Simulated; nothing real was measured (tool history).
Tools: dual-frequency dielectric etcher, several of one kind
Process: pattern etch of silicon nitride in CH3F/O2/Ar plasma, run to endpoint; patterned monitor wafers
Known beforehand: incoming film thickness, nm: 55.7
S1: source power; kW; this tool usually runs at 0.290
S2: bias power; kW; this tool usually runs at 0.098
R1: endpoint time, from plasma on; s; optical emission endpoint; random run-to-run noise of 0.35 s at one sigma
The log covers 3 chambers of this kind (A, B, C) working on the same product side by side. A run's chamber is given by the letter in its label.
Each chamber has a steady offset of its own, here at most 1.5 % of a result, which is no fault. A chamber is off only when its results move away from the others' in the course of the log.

run 1A hour=7.1 | S1=0.290 S2=0.098 | R1=80.779
run 2B hour=15.6 | S1=0.290 S2=0.098 | R1=81.384
run 3C hour=22.5 | S1=0.290 S2=0.098 | R1=81.994
run 4A hour=32.8 | S1=0.290 S2=0.098 | R1=81.124
run 5C hour=41.0 | S1=0.290 S2=0.098 | R1=82.219
run 6B hour=49.1 | S1=0.290 S2=0.108 | R1=78.516
run 7B hour=54.5 | S1=0.290 S2=0.108 | R1=78.251
run 8C hour=66.1 | S1=0.290 S2=0.108 | R1=79.327
run 9A hour=72.4 | S1=0.290 S2=0.098 | R1=81.679
run 10C hour=80.2 | S1=0.290 S2=0.098 | R1=82.033
run 11B hour=88.8 | S1=0.290 S2=0.098 | R1=80.579
run 12A hour=94.6 | S1=0.250 S2=0.107 | R1=82.462
run 13C hour=105.2 | S1=0.250 S2=0.107 | R1=83.994
run 14A hour=115.7 | S1=0.250 S2=0.107 | R1=81.936
run 15B hour=121.7 | S1=0.290 S2=0.098 | R1=80.525
run 16A hour=133.2 | S1=0.290 S2=0.098 | R1=79.605
run 17C hour=143.4 | S1=0.290 S2=0.098 | R1=81.922
run 18B hour=148.8 | S1=0.290 S2=0.098 | R1=81.514
run 19A hour=158.0 | S1=0.290 S2=0.098 | R1=78.527
run 20C hour=165.7 | S1=0.360 S2=0.075 | R1=83.123
run 21B hour=171.5 | S1=0.360 S2=0.075 | R1=82.518
run 22C hour=177.5 | S1=0.360 S2=0.075 | R1=83.129

Which is it: a chamber that has drifted or been left off by a service, a gauge drift common to all chambers, or only each chamber's usual small offset? If a chamber is off, name it and its likeliest cause.

Little by little, chamber A moves away from the other chambers.
Likeliest cause: etch rate over this chamber's usual, % = 4.39.

Chamber A could run next with any of the 4 candidate recipes listed below; each alters the usual settings, and their results appear as question marks. Which one brings its results back in line with what the other chambers deliver on the usual settings?
In-line tolerance around the mean of the other chambers on the usual settings: R1 1.200 s
run 23A-1 hour=185.8 | S1=0.310 S2=0.105 | R1=?
run 23A-2 hour=185.8 | S1=0.290 S2=0.103 | R1=?
run 23A-3 hour=185.8 | S1=0.250 S2=0.098 | R1=?
run 23A-4 hour=185.8 | S1=0.290 S2=0.093 | R1=?

What the other chambers average on the usual settings: R1 81.740 s
run=23A-1 R1=73.915
run=23A-2 R1=76.311
run=23A-3 R1=82.143
run=23A-4 R1=79.296
23A-3 puts the chamber back in line with the other chambers.
